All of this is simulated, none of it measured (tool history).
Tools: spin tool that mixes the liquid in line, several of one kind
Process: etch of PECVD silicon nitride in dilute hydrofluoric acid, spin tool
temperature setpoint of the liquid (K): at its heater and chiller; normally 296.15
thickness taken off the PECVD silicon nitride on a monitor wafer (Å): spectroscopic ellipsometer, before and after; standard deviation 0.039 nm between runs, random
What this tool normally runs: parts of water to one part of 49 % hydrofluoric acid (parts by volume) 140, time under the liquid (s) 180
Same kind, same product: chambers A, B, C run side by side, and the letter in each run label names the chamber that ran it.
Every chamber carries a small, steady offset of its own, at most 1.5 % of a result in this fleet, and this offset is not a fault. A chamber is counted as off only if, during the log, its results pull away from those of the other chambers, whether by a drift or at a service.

run	day	temperature setpoint of the liquid (K)	parts of water to one part of 49 % hydrofluoric acid (parts by volume)	time under the liquid (s)	read-back film thickness of the PECVD silicon nitride reference wafer, read on the same gauge (nm)	thickness taken off the PECVD silicon nitride on a monitor wafer (Å)
1A	0.146	296.15	140	180	139.98	38.804
2C	0.292	296.15	140	180	140.01	38.887
3B	0.425	296.15	140	180	140	37.826
4B	0.533	296.15	140	180	140.03	38.732
5C	0.692	296.15	140	180	140.02	38.758
6A	0.883	296.15	140	180	140.01	39.111
7B	1.062	296.15	140	180	140.03	38.999
8A	1.204	300.15	140	180	139.95	50.176
9C	1.338	300.15	140	180	139.97	50.058
10A	1.433	300.15	140	180	140.01	51.012
11C	1.55	296.15	140	180	140.02	39.004
12B	1.75	296.15	140	180	139.97	38.266
13B	1.854	296.15	140	235	140.04	48.738
14C	1.95	296.15	140	235	139.98	52.382
15A	2.121	296.15	140	235	140.02	51.787
16A	2.279	296.15	140	180	139.98	39.626
17C	2.383	296.15	140	180	139.98	40.798
18B	2.583	296.15	140	180	139.99	38.337
19B	2.75	296.15	140	180	139.99	38.185
20A	2.846	296.15	140	180	139.99	38.42
21C	3.012	296.15	140	180	140	41.103
22B	3.112	296.15	140	180	139.99	37.96
23A	3.258	296.15	140	180	140.02	38.921
24C	3.346	296.15	140	180	140.03	41.165
25A	3.5	296.15	140	180	139.99	39.635
26B	3.629	296.15	140	180	140.02	38.161
27C	3.758	296.15	140	180	140.05	41.135
28A	3.862	296.15	140	180	139.98	38.81
29C	3.958	296.15	140	180	139.98	41.656
30B	4.138	296.15	140	180	139.98	38.36

Each of the 3 chambers runs these same settings next. Fill in every chamber's results:
31A	4.283	296.15	205	180		?
31B	4.283	296.15	205	180		?
31C	4.283	296.15	205	180		?

run	thickness taken off the PECVD silicon nitride on a monitor wafer (Å)
31A	26.783
31B	25.948
31C	28.398
